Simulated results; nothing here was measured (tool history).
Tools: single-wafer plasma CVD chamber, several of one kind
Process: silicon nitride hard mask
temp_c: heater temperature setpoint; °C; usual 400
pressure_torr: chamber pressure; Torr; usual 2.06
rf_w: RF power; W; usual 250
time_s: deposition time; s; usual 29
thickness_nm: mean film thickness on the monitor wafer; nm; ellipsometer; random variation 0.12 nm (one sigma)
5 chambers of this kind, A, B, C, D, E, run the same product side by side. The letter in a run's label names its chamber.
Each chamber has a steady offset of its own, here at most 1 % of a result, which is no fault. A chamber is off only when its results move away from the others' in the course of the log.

run	hour	temp_c	pressure_torr	rf_w	time_s	read-back reference wafer on the same gauge, thickness_nm	thickness_nm
1D	3.6	400	2.06	250	29	26.206	31.406
2A	7.4	400	2.06	250	29	26.202	31.358
3C	11.0	400	2.06	250	29	26.206	31.714
4E	15.2	400	2.06	250	29	26.194	31.579
5B	18.1	400	2.06	250	29	26.187	31.522
6E	21.7	400	2.06	250	29	26.174	31.712
7B	25.3	400	2.06	250	29	26.197	31.852
8A	29.5	400	2.06	250	29	26.211	31.658
9C	34.1	391	2.06	250	29	26.196	31.736
10D	36.8	391	2.06	250	29	26.202	31.683
11A	41.5	391	2.06	250	29	26.194	31.799
# hour 45.0: chamber B: thermocouple changed; heater temperature recalibrated
12B	45.7	391	2.06	250	29	26.188	31.889
13C	48.2	391	2.06	250	29	26.196	31.782
14E	50.7	400	2.06	250	29	26.229	31.408
15D	52.9	400	2.06	250	29	26.194	31.549
16A	55.4	400	2.06	250	29	26.212	31.350
17B	59.0	400	2.06	250	29	26.226	31.708
18E	62.5	400	2.06	250	29	26.177	31.275
19D	67.1	400	2.06	250	29	26.191	31.461
20C	69.8	400	2.06	250	29	26.182	31.575
21B	73.0	400	2.06	250	29	26.219	31.564
22C	77.3	400	2.06	250	29	26.202	31.625
23E	79.8	400	2.06	250	29	26.177	31.324
24A	82.4	400	1.77	250	29	26.230	30.061
25D	86.4	400	1.77	250	29	26.197	30.162
26C	90.6	400	1.77	250	29	26.176	29.957
27B	94.9	400	1.77	250	29	26.190	30.544
28D	98.0	400	1.77	250	29	26.193	29.903
29E	102.3	400	2.06	250	29	26.229	31.515
30A	106.6	400	2.06	250	29	26.201	31.476
31A	109.4	400	2.06	250	29	26.187	31.569
32C	113.2	400	2.06	250	29	26.182	31.751
33D	115.7	400	2.06	285	29	26.219	33.835
34E	118.4	400	2.06	285	29	26.209	34.264
35B	122.7	400	2.06	285	29	26.215	34.883
36A	126.2	400	2.06	285	29	26.183	34.405
37D	128.4	400	2.06	285	29	26.182	33.845
38B	130.6	400	2.06	250	29	26.198	31.674
39C	133.9	400	2.06	250	29	26.199	31.651
40E	137.7	400	2.06	250	29	26.191	31.068
41B	142.3	400	2.06	250	29	26.202	31.718
42E	144.5	400	2.06	250	29	26.215	31.428
43C	149.0	400	2.06	250	29	26.222	31.564
44A	152.7	400	2.06	250	29	26.235	31.343

All 5 chambers run these settings next. Forecast each chamber's results:
45A	156.2	400	2.06	250	29		?
45B	156.2	400	2.06	250	29		?
45C	156.2	400	2.06	250	29		?
45D	156.2	400	2.06	250	29		?
45E	156.2	400	2.06	250	29		?

run	thickness_nm
45A	31.414
45B	31.885
45C	31.601
45D	30.474
45E	31.352
